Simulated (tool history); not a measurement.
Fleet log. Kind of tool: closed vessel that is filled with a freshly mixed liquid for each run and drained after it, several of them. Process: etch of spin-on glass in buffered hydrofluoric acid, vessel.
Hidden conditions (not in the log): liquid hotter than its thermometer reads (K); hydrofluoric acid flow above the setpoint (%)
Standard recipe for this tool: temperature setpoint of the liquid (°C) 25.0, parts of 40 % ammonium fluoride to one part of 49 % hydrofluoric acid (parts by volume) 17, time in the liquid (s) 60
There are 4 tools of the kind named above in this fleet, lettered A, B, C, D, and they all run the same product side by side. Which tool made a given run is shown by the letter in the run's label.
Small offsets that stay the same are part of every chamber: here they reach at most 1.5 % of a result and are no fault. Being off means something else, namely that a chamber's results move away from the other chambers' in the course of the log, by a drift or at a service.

| run | day | temperature setpoint of the liquid (°C) | parts of 40 % ammonium fluoride to one part of 49 % hydrofluoric acid (parts by volume) | time in the liquid (s) | hours since the thermometer was replaced | hours since the hydrofluoric acid flow meter was replaced | read-back film thickness of the spin-on glass reference wafer, read on the same gauge (nm) | thickness taken off the spin-on glass on a monitor wafer (nm) |
|---|---|---|---|---|---|---|---|---|
| 1B | 0.504 | 25.0 | 17 | 60 | 875.6 | 1007.3 | 69.983 | 162.21 |
| 2C | 0.892 | 25.0 | 17 | 60 | 138.3 | 156.2 | 70.009 | 159.86 |
|  | 0.933 | chamber D: hydrofluoric acid flow meter replaced |
| 3A | 1.329 | 25.0 | 17 | 60 | 1200.2 | 2243.1 | 69.984 | 162.38 |
| 4D | 1.617 | 25.0 | 17 | 60 | 1097.9 | 16.4 | 70.006 | 160.42 |
| 5C | 2.050 | 25.0 | 17 | 60 | 166.1 | 184.0 | 69.981 | 160.27 |
|  | 2.467 | chamber A: hydrofluoric acid flow meter replaced |
| 6B | 2.592 | 25.0 | 17 | 60 | 925.7 | 1057.4 | 69.983 | 165.18 |
| 7A | 2.996 | 25.0 | 17 | 60 | 1240.2 | 12.8 | 69.979 | 163.14 |
| 8D | 3.292 | 25.0 | 17 | 60 | 1138.1 | 56.6 | 69.984 | 161.29 |
| 9C | 3.629 | 25.0 | 17 | 60 | 204.0 | 221.9 | 69.989 | 161.02 |
| 10D | 4.150 | 25.0 | 17 | 60 | 1158.7 | 77.2 | 70.004 | 167.25 |
| 11A | 4.617 | 25.0 | 17 | 60 | 1279.1 | 51.7 | 69.993 | 159.98 |
| 12B | 5.117 | 25.0 | 17 | 60 | 986.3 | 1118.0 | 69.982 | 161.76 |
| 13A | 5.442 | 25.0 | 17 | 60 | 1298.9 | 71.5 | 69.999 | 163.04 |
| 14D | 5.996 | 25.0 | 17 | 60 | 1203.0 | 121.5 | 70.017 | 168.04 |
| 15B | 6.254 | 25.0 | 17 | 60 | 1013.6 | 1145.3 | 70.037 | 159.72 |
| 16C | 6.817 | 25.0 | 17 | 60 | 280.5 | 298.4 | 69.982 | 161.00 |
| 17C | 7.333 | 25.0 | 17 | 60 | 292.9 | 310.8 | 70.000 | 162.79 |
| 18D | 7.896 | 25.0 | 17 | 60 | 1248.6 | 167.1 | 69.993 | 169.68 |
| 19B | 8.333 | 25.0 | 17 | 60 | 1063.5 | 1195.2 | 70.001 | 160.39 |
| 20A | 8.879 | 25.0 | 17 | 60 | 1381.4 | 154.0 | 70.010 | 161.18 |
| 21B | 9.262 | 25.0 | 17 | 60 | 1085.8 | 1217.5 | 70.018 | 160.63 |
| 22D | 9.775 | 28.5 | 17 | 90 | 1293.7 | 212.2 | 70.010 | 319.27 |
| 23A | 10.104 | 28.5 | 17 | 90 | 1410.8 | 183.4 | 70.012 | 294.41 |
| 24C | 10.400 | 28.5 | 17 | 90 | 366.5 | 384.4 | 70.008 | 295.64 |
| 25A | 10.892 | 28.5 | 17 | 90 | 1429.7 | 202.3 | 69.997 | 295.88 |

All 4 chambers run these settings next. Forecast each chamber's results:
| 26A | 11.308 | 25.0 | 17 | 40 |  |  |  | ? |
| 26B | 11.308 | 25.0 | 17 | 40 |  |  |  | ? |
| 26C | 11.308 | 25.0 | 17 | 40 |  |  |  | ? |
| 26D | 11.308 | 25.0 | 17 | 40 |  |  |  | ? |

| run | thickness taken off the spin-on glass on a monitor wafer (nm) |
|---|---|
| 26A | 109.50 |
| 26B | 108.92 |
| 26C | 108.70 |
| 26D | 120.50 |

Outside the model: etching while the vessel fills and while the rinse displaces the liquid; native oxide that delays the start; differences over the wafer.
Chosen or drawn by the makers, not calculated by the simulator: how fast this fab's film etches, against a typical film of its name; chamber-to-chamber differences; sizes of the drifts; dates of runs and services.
